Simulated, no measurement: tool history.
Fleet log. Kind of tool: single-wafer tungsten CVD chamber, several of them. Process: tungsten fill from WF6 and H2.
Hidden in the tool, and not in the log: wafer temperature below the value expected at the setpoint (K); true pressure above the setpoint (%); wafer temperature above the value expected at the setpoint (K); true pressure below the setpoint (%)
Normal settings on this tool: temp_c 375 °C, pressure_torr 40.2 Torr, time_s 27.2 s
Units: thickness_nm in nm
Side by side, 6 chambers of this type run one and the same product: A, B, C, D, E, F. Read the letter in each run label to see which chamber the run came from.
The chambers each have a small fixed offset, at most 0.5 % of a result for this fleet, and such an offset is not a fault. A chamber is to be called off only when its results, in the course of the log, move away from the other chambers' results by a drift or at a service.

run,day,temp_c,pressure_torr,time_s,hours since the last thermocouple change,hours since the last manometer calibration,"read-back reference wafer on the same gauge, thickness_nm",thickness_nm
1F,0.512,375,40.2,27.2,1217.7,477.2,58.611,55.542
2D,0.979,375,40.2,27.2,666.7,369.5,58.620,55.520
3B,1.517,375,40.2,27.2,2705.2,1094.4,58.638,55.396
4E,1.983,375,40.2,27.2,2278.7,104.5,58.627,55.651
# day 2.221: chamber F: thermocouple changed; heater temperature recalibrated
5A,2.271,375,40.2,27.2,944.3,2009.1,58.642,55.866
6C,2.542,375,40.2,27.2,457.7,1560.0,58.631,55.428
7B,3.083,375,40.2,27.2,2742.8,1132.0,58.638,55.296
8C,3.600,375,40.2,27.2,483.1,1585.4,58.646,55.341
9D,3.929,375,40.2,27.2,737.5,440.3,58.661,55.543
# day 4.083: chamber A: capacitance manometer re-zeroed and calibrated
10A,4.467,375,40.2,27.2,997.0,9.2,58.681,55.953
# day 4.850: chamber B: thermocouple changed; heater temperature recalibrated
11E,4.883,375,40.2,27.2,2348.3,174.1,58.667,55.685
# day 5.162: chamber E: thermocouple changed; heater temperature recalibrated
12F,5.267,375,40.2,27.2,73.1,591.3,58.696,55.549
13B,5.512,375,40.2,27.2,15.9,1190.3,58.692,55.348
14D,5.975,375,40.2,27.2,786.6,489.4,58.693,55.729
15C,6.446,375,43.8,24.7,551.4,1653.7,58.732,52.411
16A,6.904,375,43.8,24.7,1055.5,67.7,58.701,52.728
17F,7.325,375,43.8,24.7,122.5,640.7,58.717,52.543
18E,7.796,375,43.8,24.7,63.2,244.0,58.743,52.778
19D,8.321,375,43.8,24.7,842.9,545.7,58.763,52.644
20A,8.733,375,43.8,24.7,1099.4,111.6,58.757,52.832
21F,9.033,375,40.2,27.2,163.5,681.7,58.761,55.664
22E,9.367,375,40.2,27.2,100.9,281.7,58.768,55.772
23C,9.754,375,40.2,27.2,630.8,1733.1,58.766,55.625
24B,10.138,375,40.2,27.2,126.9,1301.3,58.769,55.493
25E,10.662,375,40.2,27.2,132.0,312.8,58.785,55.953
26A,11.121,375,40.2,27.2,1156.7,168.9,58.806,56.024
27C,11.612,375,46.3,32.0,675.4,1777.7,58.812,69.808
28F,12.112,375,46.3,32.0,237.4,755.6,58.822,69.836
# day 12.292: chamber D: thermocouple changed; heater temperature recalibrated
29D,12.446,375,46.3,32.0,3.7,644.7,58.814,69.925
30B,12.767,375,46.3,32.0,190.0,1364.4,58.811,69.962
31A,13.217,375,46.3,32.0,1207.0,219.2,58.817,70.194
# day 13.304: chamber B: capacitance manometer re-zeroed and calibrated
32F,13.708,375,46.3,32.0,275.7,793.9,58.818,69.998
33C,14.225,375,40.2,27.2,738.1,1840.4,58.852,55.579
34B,14.571,375,40.2,27.2,233.3,30.4,58.860,55.547
35E,14.858,375,40.2,27.2,232.7,413.5,58.846,55.781
36D,15.338,375,40.2,27.2,73.1,714.1,58.874,55.774
37B,15.746,375,40.2,27.2,261.5,58.6,58.866,55.684
38C,16.233,375,40.2,27.2,786.3,1888.6,58.868,55.656
39A,16.492,375,34.0,32.3,1285.6,297.8,58.896,61.657
40D,16.842,375,34.0,32.3,109.2,750.2,58.893,61.486

All 6 chambers run these settings next. Forecast each chamber's results:
41A,17.229,375,40.2,27.2,,,,?
41B,17.229,375,40.2,27.2,,,,?
41C,17.229,375,40.2,27.2,,,,?
41D,17.229,375,40.2,27.2,,,,?
41E,17.229,375,40.2,27.2,,,,?
41F,17.229,375,40.2,27.2,,,,?

run,thickness_nm
41A,56.148
41B,55.663
41C,55.582
41D,55.908
41E,56.009
41F,55.841

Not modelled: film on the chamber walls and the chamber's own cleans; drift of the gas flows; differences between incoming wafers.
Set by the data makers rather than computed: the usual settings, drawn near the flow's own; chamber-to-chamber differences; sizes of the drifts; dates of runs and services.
